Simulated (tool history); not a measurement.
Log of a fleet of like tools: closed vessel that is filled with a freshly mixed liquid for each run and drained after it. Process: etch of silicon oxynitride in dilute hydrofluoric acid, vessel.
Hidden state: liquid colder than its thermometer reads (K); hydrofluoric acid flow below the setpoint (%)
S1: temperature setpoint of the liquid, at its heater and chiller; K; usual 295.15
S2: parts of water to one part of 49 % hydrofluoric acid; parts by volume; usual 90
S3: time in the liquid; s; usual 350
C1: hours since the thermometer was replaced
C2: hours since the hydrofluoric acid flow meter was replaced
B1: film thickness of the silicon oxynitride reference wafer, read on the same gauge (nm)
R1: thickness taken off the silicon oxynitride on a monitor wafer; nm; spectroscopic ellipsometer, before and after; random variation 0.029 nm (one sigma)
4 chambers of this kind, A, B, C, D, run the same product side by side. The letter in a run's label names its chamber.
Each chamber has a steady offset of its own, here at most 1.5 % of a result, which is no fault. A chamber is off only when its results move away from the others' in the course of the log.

run     day      S1   S2   S3      C1      C2      B1      R1
 1A   0.288  295.15   90  350   177.2   129.5  40.005  5.6864
 2C   0.658  295.15   90  350  1104.6  1214.1  40.005  5.5066
 3D   1.004  295.15   90  350   157.3  1028.7  40.002  5.6014
 4B   1.483  295.15   90  350  1445.9    36.5  39.977   5.556
 5D   2.046  295.15   90  350   182.3  1053.7  40.006   5.588
 6A   2.433  295.15  115  350   228.7     181   39.99  4.3762
 7C   2.925  295.15  115  350    1159  1268.5  40.007  4.2475
 8B   3.417  295.15  115  350  1492.3    82.9  39.978  4.2383
 9A   4.046  295.15  115  350   267.4   219.7  40.021  4.3555
10C   4.354  295.15   90  350  1193.3  1302.8  40.018  5.5492
11D   4.971  295.15   90  350   252.5  1123.9  39.966  5.5272
12B   5.392  295.15   90  350  1539.7   130.3  40.002  5.4746
13A   6.046  295.15   90  350   315.4   267.7   39.97  5.6683
14B   6.667  295.15   90  350  1570.3   160.9  40.018  5.5437
15D   7.062  295.15   90  350   302.7  1174.1   40.04  5.5369
16C   7.521  295.15   90  350  1269.3  1378.8  39.972  5.5751
17B   7.829  295.15   90  350  1598.2   188.8  39.988  5.4909
18C   8.433  295.15   90  350  1291.2  1400.7  39.987  5.5174
19D   8.912  295.15   90  350   347.1  1218.5  40.028  5.5637
20A     9.4  295.15   90  350   395.9   348.2  39.995  5.7239
21B   9.821  300.15  110  350    1646   236.6  40.065  5.4798
22A  10.204  300.15  110  350   415.2   367.5  39.987  5.7465
23D  10.567  300.15  110  350   386.8  1258.2  40.036  5.6514
24C  11.204  300.15  110  350  1357.7  1467.2  39.973  5.6417
25B  11.762  295.15   90  350  1692.6   283.2  39.978  5.3517
26A    12.3  295.15   90  350   465.5   417.8  40.001   5.633
27D  12.796  295.15   90  350   440.3  1311.7  40.005  5.5296
28C  13.329  295.15   90  350  1408.7  1518.2  39.974  5.6273
29D  13.883  295.15   90  350   466.4  1337.8  40.022  5.5089
30C  14.496  295.15   90  350  1436.7  1546.2  40.015  5.5465
31A  15.083  295.15  130  485   532.3   484.6  39.976  5.2625
32B  15.633  295.15  130  485  1785.5   376.1  39.972  4.9558
33A  15.958  295.15  130  485   553.3   505.6  39.999  5.2787
34D  16.421  295.15  130  485   527.3  1398.7  39.989  5.1256
35C  17.021  295.15   90  350  1497.3  1606.8  40.011   5.551

What goes on in this fleet: one chamber off, a drifting gauge, or nothing beyond the chambers' own small offsets? Name the chamber and the cause, if any.

Chamber B drifts away from the others.
Cause: liquid colder than its thermometer reads (K) = 1.23.
The log may not tell that from: hydrofluoric acid flow below the setpoint (%).

Here are 4 candidates for chamber B's next run, each the usual settings with a change, their results left as question marks. Which one brings its results back in line with what the others give on the usual settings?
In line means no further than this from the other chambers' mean on the usual settings: R1 0.1 nm
36B-1  17.492  295.15  90  360               ?
36B-2  17.492  295.15  90  340               ?
36B-3  17.492  295.15  85  350               ?
36B-4  17.492  295.15  95  350               ?

The other chambers' mean on the usual settings: R1 5.587 nm
  run      R1
36B-1  5.3952
36B-2  5.0954
36B-3    5.58
36B-4  4.9464
36B-3 brings the chamber back in line.
